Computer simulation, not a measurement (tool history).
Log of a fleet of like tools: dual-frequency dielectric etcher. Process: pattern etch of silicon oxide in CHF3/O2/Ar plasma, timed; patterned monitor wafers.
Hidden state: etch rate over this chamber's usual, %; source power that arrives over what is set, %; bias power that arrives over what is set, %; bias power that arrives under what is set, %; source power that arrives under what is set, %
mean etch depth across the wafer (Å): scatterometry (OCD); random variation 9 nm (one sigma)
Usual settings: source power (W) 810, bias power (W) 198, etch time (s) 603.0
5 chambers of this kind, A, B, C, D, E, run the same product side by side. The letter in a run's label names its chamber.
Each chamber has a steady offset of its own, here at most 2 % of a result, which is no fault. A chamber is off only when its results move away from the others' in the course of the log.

| run | hour | source power (W) | bias power (W) | etch time (s) | hours since the last wet clean | hours since the last source power generator calibration | hours since the last bias power generator calibration | read-back reference wafer on the same gauge, depth_nm | mean etch depth across the wafer (Å) |
|---|---|---|---|---|---|---|---|---|---|
| 1D | 8.0 | 810 | 198 | 603.0 | 518.6 | 66.6 | 5160.6 | 1169.4 | 13557 |
| 2E | 19.8 | 810 | 198 | 603.0 | 336.4 | 699.4 | 2575.6 | 1167.8 | 14069 |
| 3A | 33.3 | 810 | 198 | 603.0 | 497.6 | 709.5 | 1776.0 | 1168.5 | 13553 |
| 4B | 42.9 | 810 | 198 | 603.0 | 103.1 | 1853.2 | 267.3 | 1169.8 | 13569 |
|  | 47.1 | chamber D: wet clean of the chamber |
| 5C | 53.2 | 810 | 174 | 754.5 | 179.8 | 3791.3 | 638.0 | 1168.5 | 16348 |
| 6B | 65.2 | 810 | 174 | 754.5 | 125.4 | 1875.5 | 289.6 | 1170.6 | 16338 |
| 7C | 80.8 | 810 | 174 | 754.5 | 207.4 | 3818.9 | 665.6 | 1169.8 | 16152 |
| 8A | 92.2 | 810 | 174 | 754.5 | 556.5 | 768.4 | 1834.9 | 1170.2 | 16308 |
| 9E | 105.8 | 810 | 174 | 754.5 | 422.4 | 785.4 | 2661.6 | 1170.3 | 16663 |
| 10D | 114.6 | 810 | 198 | 603.0 | 67.6 | 173.2 | 5267.2 | 1171.1 | 13752 |
| 11A | 126.5 | 810 | 214 | 603.0 | 590.8 | 802.7 | 1869.2 | 1170.6 | 14127 |
|  | 135.1 | chamber A: wet clean of the chamber |
| 12E | 140.1 | 810 | 214 | 603.0 | 456.7 | 819.7 | 2695.9 | 1171.5 | 14622 |
| 13C | 155.5 | 810 | 214 | 603.0 | 282.1 | 3893.6 | 740.3 | 1171.6 | 13846 |
| 14B | 166.0 | 810 | 214 | 603.0 | 226.2 | 1976.3 | 390.4 | 1170.0 | 13958 |
| 15D | 177.9 | 810 | 214 | 603.0 | 130.9 | 236.5 | 5330.5 | 1170.8 | 13959 |
| 16E | 189.8 | 810 | 198 | 603.0 | 506.4 | 869.4 | 2745.6 | 1170.6 | 14126 |
| 17C | 197.3 | 810 | 170 | 603.0 | 323.9 | 3935.4 | 782.1 | 1171.7 | 12910 |
| 18B | 205.7 | 810 | 170 | 603.0 | 265.9 | 2016.0 | 430.1 | 1169.5 | 13042 |
|  | 211.0 | chamber D: bias power generator calibrated |
| 19D | 219.0 | 810 | 170 | 603.0 | 172.0 | 277.6 | 8.0 | 1168.9 | 12973 |
| 20A | 232.6 | 810 | 170 | 603.0 | 97.6 | 908.8 | 1975.3 | 1169.3 | 12858 |
| 21B | 247.2 | 810 | 170 | 603.0 | 307.4 | 2057.5 | 471.6 | 1169.8 | 12901 |
| 22E | 259.9 | 720 | 242 | 603.0 | 576.5 | 939.5 | 2815.7 | 1172.2 | 14485 |
| 23A | 275.3 | 720 | 242 | 603.0 | 140.3 | 951.5 | 2018.0 | 1170.5 | 14153 |
|  | 278.0 | chamber C: source power generator calibrated |
| 24D | 288.7 | 720 | 242 | 603.0 | 241.7 | 347.3 | 77.7 | 1170.8 | 14051 |
| 25C | 302.0 | 720 | 242 | 603.0 | 428.6 | 24.0 | 886.8 | 1170.4 | 13916 |
| 26E | 312.4 | 720 | 242 | 603.0 | 629.0 | 992.0 | 2868.2 | 1170.4 | 14854 |
| 27D | 320.3 | 810 | 198 | 603.0 | 273.3 | 378.9 | 109.3 | 1169.8 | 13697 |
| 28B | 335.1 | 810 | 198 | 603.0 | 395.3 | 2145.4 | 559.5 | 1169.5 | 13496 |
|  | 342.3 | chamber B: wet clean of the chamber |
| 29A | 343.9 | 810 | 198 | 603.0 | 208.9 | 1020.1 | 2086.6 | 1167.5 | 13808 |
| 30C | 359.8 | 810 | 198 | 603.0 | 486.4 | 81.8 | 944.6 | 1171.3 | 13608 |
| 31C | 372.3 | 810 | 198 | 603.0 | 498.9 | 94.3 | 957.1 | 1170.1 | 13670 |
| 32E | 379.4 | 810 | 198 | 603.0 | 696.0 | 1059.0 | 2935.2 | 1171.2 | 14261 |
| 33A | 394.3 | 810 | 198 | 603.0 | 259.3 | 1070.5 | 2137.0 | 1168.1 | 13628 |
| 34D | 402.2 | 640 | 198 | 603.0 | 355.2 | 460.8 | 191.2 | 1169.6 | 12599 |
| 35B | 414.3 | 640 | 198 | 603.0 | 72.0 | 2224.6 | 638.7 | 1171.8 | 12334 |
| 36E | 423.8 | 640 | 198 | 603.0 | 740.4 | 1103.4 | 2979.6 | 1171.3 | 13226 |

Is one chamber off against the others, does the gauge drift, or is nothing wrong? If a chamber is off, say which, and what the likeliest cause is.

Chamber E drifts away from the others.
Cause: etch rate over this chamber's usual, % = 3.81.

Here are 4 candidates for chamber E's next run, each the usual settings with a change, their results left as question marks. Which one brings its results back in line with what the others give on the usual settings?
In line means no further than this from the other chambers' mean on the usual settings: mean etch depth across the wafer (Å) 310
| 37E-1 | 435.2 | 810 | 197 | 594.0 |  |  |  |  | ? |
| 37E-2 | 435.2 | 810 | 198 | 567.5 |  |  |  |  | ? |
| 37E-3 | 435.2 | 820 | 200 | 633.0 |  |  |  |  | ? |
| 37E-4 | 435.2 | 810 | 199 | 613.0 |  |  |  |  | ? |

The other chambers' mean on the usual settings: mean etch depth across the wafer (Å) 13672
| run | mean etch depth across the wafer (Å) |
|---|---|
| 37E-1 | 14275 |
| 37E-2 | 13661 |
| 37E-3 | 15362 |
| 37E-4 | 14782 |
37E-2 brings the chamber back in line.
